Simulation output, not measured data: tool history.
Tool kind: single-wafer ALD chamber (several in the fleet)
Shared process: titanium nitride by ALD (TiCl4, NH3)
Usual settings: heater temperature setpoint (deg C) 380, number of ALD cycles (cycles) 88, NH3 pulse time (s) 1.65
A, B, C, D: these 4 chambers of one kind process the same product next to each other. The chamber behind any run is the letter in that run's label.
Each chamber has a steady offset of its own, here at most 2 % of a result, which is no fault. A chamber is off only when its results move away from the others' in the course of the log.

run,hour,heater temperature setpoint (deg C),number of ALD cycles (cycles),NH3 pulse time (s),hours since the last thermocouple change,"read-back reference wafer on the same gauge, thickness_nm",mean film thickness on the monitor wafer (angstrom)
1C,2.1,380,88,1.65,1085.5,2.0774,18.609
2B,6.3,380,88,1.65,1393.3,2.081,18.7
3D,8.5,380,88,1.65,104.1,2.0796,19.098
4A,11.7,380,88,1.65,2412,2.0784,18.887
5B,14.6,380,88,2.12,1401.6,2.0788,19.022
6A,16.4,380,88,2.12,2416.7,2.0804,19.16
7D,19.7,380,88,2.12,115.3,2.0801,19.35
8C,22.9,380,88,2.12,1106.3,2.0807,18.77
9A,25.9,380,88,1.65,2426.2,2.0791,18.9
10D,28.6,380,88,1.65,124.2,2.0802,19.134
11C,31.2,380,88,1.65,1114.6,2.0798,18.613
12B,35.3,380,88,1.65,1422.3,2.0788,18.805
13B,38.3,380,88,1.65,1425.3,2.0792,18.691
14D,41.7,380,88,1.65,137.3,2.0812,19.11
15A,44.2,380,88,1.65,2444.5,2.0811,18.922
16C,46.2,380,88,1.65,1129.6,2.0801,18.56
17D,49.6,387,88,1.2,145.2,2.0804,18.877
18A,52.6,387,88,1.2,2452.9,2.079,18.738
19B,54.7,387,88,1.2,1441.7,2.0791,18.517
20C,57,387,88,1.2,1140.4,2.0805,18.272
21C,59.1,380,88,1.65,1142.5,2.0802,18.649
22A,61.8,380,88,1.65,2462.1,2.0804,18.97
23D,64.6,380,88,1.65,160.2,2.0805,19.043
24B,68.7,380,88,1.65,1455.7,2.0808,18.813
25A,72.6,380,74,2.28,2472.9,2.0807,16.139
26C,75.7,380,74,2.28,1159.1,2.0805,15.952
27D,77.6,380,74,2.28,173.2,2.08,16.42
28B,81.7,380,74,2.28,1468.7,2.0806,16.135
29D,84.1,380,88,1.65,179.7,2.0814,19.133
30C,86,368,88,2.16,1169.4,2.0805,18.59
31A,88.7,368,88,2.16,2489,2.078,18.864
32B,91.8,368,88,2.16,1478.8,2.0806,18.777

Is one chamber off against the others, does the gauge drift, or is nothing wrong? If a chamber is off, say which, and what the likeliest cause is.

No chamber stands off beyond its own small offset, and the gauge holds steady.
